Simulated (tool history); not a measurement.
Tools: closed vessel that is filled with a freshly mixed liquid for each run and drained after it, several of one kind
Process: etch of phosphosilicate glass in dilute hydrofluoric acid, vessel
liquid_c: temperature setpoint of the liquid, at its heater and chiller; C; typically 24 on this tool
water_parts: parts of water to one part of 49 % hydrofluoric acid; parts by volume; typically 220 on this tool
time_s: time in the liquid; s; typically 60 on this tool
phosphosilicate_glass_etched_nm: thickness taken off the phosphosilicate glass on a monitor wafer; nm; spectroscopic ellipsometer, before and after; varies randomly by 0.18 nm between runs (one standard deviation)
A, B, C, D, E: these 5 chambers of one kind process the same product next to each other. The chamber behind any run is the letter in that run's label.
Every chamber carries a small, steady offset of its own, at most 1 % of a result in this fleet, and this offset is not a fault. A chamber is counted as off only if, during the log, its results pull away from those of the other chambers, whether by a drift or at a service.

run   hour  liquid_c  water_parts  time_s  read-back film thickness of the phosphosilicate glass reference wafer, read on the same gauge (nm)  phosphosilicate_glass_etched_nm
 1E      8        24          220      60                                                                                              79.995                           26.819
 2A   15.9        24          220      60                                                                                              79.995                           26.834
 3D   22.7        24          220      60                                                                                              79.979                           26.552
 4B     34        24          220      60                                                                                              80.011                            26.94
 5C   40.5        24          220      60                                                                                              80.005                           27.305
 6C   45.9        24          220      60                                                                                               79.98                           26.879
 7D     57        24          180      90                                                                                              80.003                           51.612
 8E     65        24          180      90                                                                                              80.005                           52.044
 9A   73.3        24          180      90                                                                                              79.997                           51.099
10B   82.7        24          180      90                                                                                                  80                           50.959
11A   93.8        24          180      90                                                                                              79.968                           51.801
12B  103.9        24          220      60                                                                                              80.002                           26.317
13E  112.6        24          220      60                                                                                              79.994                           27.307
14C  122.8      21.5          220      60                                                                                              79.975                           25.156
15D  128.6      21.5          220      60                                                                                              79.982                           24.226
16E    137      21.5          220      60                                                                                              80.013                           24.745
17B  147.3      21.5          220      60                                                                                              79.995                            24.29
     153.9  -- chamber A: thermometer replaced
18A  155.6      21.5          220      60                                                                                              79.991                           24.128
19D  164.1        24          220      60                                                                                               79.96                           27.052
20C  171.1        24          220      60                                                                                              80.021                           27.401
21E  177.6        24          220      60                                                                                              79.995                           27.397
22C  182.7        24          220      60                                                                                              79.976                           27.605
23A  188.6        24          220      60                                                                                              79.999                           26.717
24B  194.9        24          220      60                                                                                              80.033                           26.913
25D  203.8        24          220      60                                                                                              79.995                           26.957
26E  211.6        24          220      60                                                                                               79.99                           27.209
27B  220.2        24          220      60                                                                                              79.965                            26.63
28A  225.9        24          220      60                                                                                              80.026                           27.145
29D  235.9        24          120      75                                                                                              79.984                           71.916
30C  244.9        24          120      75                                                                                              79.987                            71.21
31B    253        24          120      75                                                                                              80.023                           68.757
32C  264.9        24          120      75                                                                                                  80                           71.031
33E  276.1        24          120      75                                                                                              80.005                           69.903
34A  281.7        24          220      60                                                                                              80.006                           26.547
35D    293        24          220      60                                                                                              79.992                           28.106
36C  298.4        24          220      60                                                                                              79.999                           27.207
37B  309.6        24          220      60                                                                                              80.028                           26.926
38D  320.5        24          220      75                                                                                              80.004                           34.984
39E  326.2        24          220      75                                                                                              79.988                           33.994
     332.4  -- chamber E: hydrofluoric acid flow meter replaced
40A  333.4        24          220      75                                                                                              80.012                           33.352
     343.4  -- chamber C: thermometer replaced
41E    344        24          220      75                                                                                              80.003                           34.063
42C  354.9        24          220      75                                                                                              80.028                           33.627

One chamber off, gauge drift, or nothing amiss beyond the chambers' own small offsets? If it is a chamber, which one, and what is the likeliest cause?

Chamber D drifts away from the others.
What lies behind it: liquid hotter than its thermometer reads (K) = 1.62.
From this log alone, it may not be told apart from: hydrofluoric acid flow above the setpoint (%).

Chamber D could run next with any of the 4 candidate recipes listed below; each alters the usual settings, and their results appear as question marks. Which one brings its results back in line with what the other chambers deliver on the usual settings?
Maximum distance from the other chambers' mean on the usual settings for a result to count as in line: phosphosilicate_glass_etched_nm 0.64 nm
43D-1  363.4      23.5          220      60                                                                                                                                    ?
43D-2  363.4        24          210      60                                                                                                                                    ?
43D-3  363.4      22.5          220      60                                                                                                                                    ?
43D-4  363.4      24.5          220      60                                                                                                                                    ?

Average result of the remaining chambers running the usual settings: phosphosilicate_glass_etched_nm 26.965 nm
  run  phosphosilicate_glass_etched_nm
43D-1                            27.95
43D-2                           30.156
43D-3                           26.966
43D-4                           28.959
43D-3 puts the chamber back in line with the other chambers.

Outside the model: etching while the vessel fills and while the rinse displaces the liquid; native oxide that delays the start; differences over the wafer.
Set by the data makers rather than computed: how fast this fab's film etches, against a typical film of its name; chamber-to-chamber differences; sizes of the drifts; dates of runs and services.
